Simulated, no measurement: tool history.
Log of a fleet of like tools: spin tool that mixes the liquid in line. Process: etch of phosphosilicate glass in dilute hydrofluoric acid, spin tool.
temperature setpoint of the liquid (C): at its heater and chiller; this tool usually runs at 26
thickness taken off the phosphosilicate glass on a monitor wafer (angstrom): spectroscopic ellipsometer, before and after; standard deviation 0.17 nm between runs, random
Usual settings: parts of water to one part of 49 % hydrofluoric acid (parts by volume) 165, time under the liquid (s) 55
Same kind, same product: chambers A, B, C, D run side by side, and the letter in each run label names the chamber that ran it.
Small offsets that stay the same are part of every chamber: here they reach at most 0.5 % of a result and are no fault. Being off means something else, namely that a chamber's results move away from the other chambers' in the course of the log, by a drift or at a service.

run,hour,temperature setpoint of the liquid (C),parts of water to one part of 49 % hydrofluoric acid (parts by volume),time under the liquid (s),hours since the thermometer was replaced,hours since the hydrofluoric acid flow meter was replaced,"read-back film thickness of the phosphosilicate glass reference wafer, read on the same gauge (nm)",thickness taken off the phosphosilicate glass on a monitor wafer (angstrom)
1D,4.2,26,165,55,633.5,391.1,69.997,289.18
2B,8.3,26,165,55,1270.1,712.2,69.972,290.22
3A,13.4,26,165,55,1546,1539,70.015,287.3
4C,16.8,26,165,55,404.2,262.4,69.994,287.27
5B,21.6,26,165,55,1283.4,725.5,70.005,287.41
6D,28.7,29.5,90,55,658,415.6,70.018,657.38
7C,33.1,29.5,90,55,420.5,278.7,69.989,664.11
8A,38.9,29.5,90,55,1571.5,1564.5,69.979,661.53
9C,42.9,29.5,90,55,430.3,288.5,70.004,657.14
10A,46.8,26,165,55,1579.4,1572.4,70.003,286.4
11B,50.7,26,165,55,1312.5,754.6,70.018,288.68
12D,55.8,26,165,55,685.1,442.7,70.021,291.16
13D,62.5,26,220,70,691.8,449.4,69.993,262.46
# hour 65.2: chamber D: hydrofluoric acid flow meter replaced
14B,69.4,26,220,70,1331.2,773.3,70.012,257.88
15C,72.9,26,220,70,460.3,318.5,70.009,256.4
16A,77.3,26,220,70,1609.9,1602.9,69.999,256.77
17D,82.8,26,165,55,712.1,17.7,69.994,292.74
18A,88.8,26,165,55,1621.4,1614.4,69.998,289.11
19B,93.9,26,165,55,1355.7,797.8,69.992,288.23
20C,100.4,26,165,55,487.8,346,69.986,286.19
# hour 106: chamber A: hydrofluoric acid flow meter replaced
21C,107.1,26,165,90,494.5,352.7,70.009,472.04
22D,114.1,26,165,90,743.4,49,69.997,488.46
23B,120.4,26,165,90,1382.2,824.3,69.996,468.76
24A,126.3,26,165,90,1658.9,20.3,70.004,474.21
25A,130.7,26,165,55,1663.3,24.7,70.001,285.59
26B,136.9,29,165,25,1398.7,840.8,70.007,145.9

Next, all 4 chambers run the settings below, one line each with question marks for the results. What does each chamber give?
27A,142.3,26,165,55,,,,?
27B,142.3,26,165,55,,,,?
27C,142.3,26,165,55,,,,?
27D,142.3,26,165,55,,,,?

run,thickness taken off the phosphosilicate glass on a monitor wafer (angstrom)
27A,289.59
27B,288.04
27C,286.06
27D,301.8
